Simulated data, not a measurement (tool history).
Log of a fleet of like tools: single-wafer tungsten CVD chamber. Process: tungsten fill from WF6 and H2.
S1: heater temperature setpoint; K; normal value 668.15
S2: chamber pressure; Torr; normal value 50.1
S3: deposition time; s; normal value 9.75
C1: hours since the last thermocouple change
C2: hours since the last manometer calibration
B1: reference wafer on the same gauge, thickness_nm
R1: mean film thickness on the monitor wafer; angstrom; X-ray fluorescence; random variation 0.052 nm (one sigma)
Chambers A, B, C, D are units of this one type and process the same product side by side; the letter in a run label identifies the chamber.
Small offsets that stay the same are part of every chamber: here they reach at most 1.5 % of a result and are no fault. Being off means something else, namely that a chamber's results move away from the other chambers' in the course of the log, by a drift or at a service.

run	day	S1	S2	S3	C1	C2	B1	R1
1A	0.338	668.15	50.1	9.75	1311.2	203.8	37.803	323.63
2D	0.529	668.15	50.1	9.75	706.3	957.8	37.816	325.87
3B	0.717	668.15	50.1	9.75	1935.6	738.1	37.831	328.37
4C	1.017	668.15	50.1	9.75	745.1	105.6	37.839	329.5
5C	1.238	668.15	50.1	9.75	750.4	110.9	37.826	330.49
6B	1.554	681.15	50.1	11.15	1955.7	758.2	37.832	473.32
7A	1.742	681.15	50.1	11.15	1344.9	237.5	37.83	466.14
8D	1.908	681.15	50.1	11.15	739.4	990.9	37.846	468.51
9A	2.183	681.15	50.1	11.15	1355.5	248.1	37.859	468.06
10C	2.367	668.15	50.1	9.75	777.5	138	37.852	330.79
11D	2.612	656.15	50.1	9.75	756.3	1007.8	37.859	258.42
12B	2.85	656.15	50.1	9.75	1986.8	789.3	37.869	260.8
13C	3.038	656.15	50.1	9.75	793.6	154.1	37.871	261.76
14D	3.304	656.15	50.1	9.75	772.9	1024.4	37.876	259.07
15B	3.625	668.15	50.1	9.75	2005.4	807.9	37.879	328.33
16A	3.829	668.15	50.1	9.75	1395	287.6	37.895	323.8
17A	4.138	668.15	50.1	9.75	1402.4	295	37.892	323.82
18B	4.433	668.15	50.1	9.75	2024.8	827.3	37.901	328.92
19D	4.729	668.15	50.1	9.75	807.1	1058.6	37.915	325.96
20C	4.954	668.15	50.1	9.75	839.6	200.1	37.909	331.15
21C	5.104	668.15	50.1	9.75	843.2	203.7	37.906	331.02
22A	5.283	668.15	50.1	9.75	1429.9	322.5	37.901	324.68
23B	5.508	668.15	50.1	9.75	2050.6	853.1	37.91	328.7
24D	5.825	668.15	50.1	9.75	833.4	1084.9	37.928	326.14
25B	6.071	668.15	50.1	9.75	2064.1	866.6	37.936	329.45
26A	6.221	668.15	50.1	9.75	1452.4	345	37.948	323.64
27D	6.5	668.15	50.1	9.75	849.6	1101.1	37.95	326.19
28C	6.662	668.15	50.1	9.75	880.6	241.1	37.952	331.7
29C	6.867	668.15	50.1	9.75	885.5	246	37.945	330.67
30D	7.117	668.15	50.1	9.75	864.4	1115.9	37.974	326.47
31A	7.362	668.15	50.1	9.75	1479.8	372.4	37.974	324.39
32B	7.517	681.15	50.1	11.49	2098.8	901.3	37.979	489.92
33D	7.783	681.15	50.1	11.49	880.4	1131.9	37.989	486.83
34A	8.092	681.15	50.1	11.49	1497.3	389.9	37.996	483.27
35C	8.25	681.15	50.1	11.49	918.7	279.2	37.989	494.22
36B	8.454	668.15	50.1	9.75	2121.3	923.8	38.012	329.35
37B	8.729	668.15	50.1	9.75	2127.9	930.4	37.999	328.98
38A	9.058	668.15	50.1	9.75	1520.5	413.1	38.008	324.54
39D	9.25	668.15	50.1	9.75	915.6	1167.1	38.011	327.73
40C	9.562	668.15	50.1	9.75	950.2	310.7	38.041	332.18
41C	9.875	676.15	50.1	9.75	957.7	318.2	38.038	383.37
42D	10.179	676.15	50.1	9.75	937.9	1189.4	38.048	378.72

Each of the 4 chambers runs these same settings next. Fill in every chamber's results:
43A	10.421	668.15	50.1	11.01				?
43B	10.421	668.15	50.1	11.01				?
43C	10.421	668.15	50.1	11.01				?
43D	10.421	668.15	50.1	11.01				?

run	R1
43A	368.24
43B	372.03
43C	374.66
43D	369.74
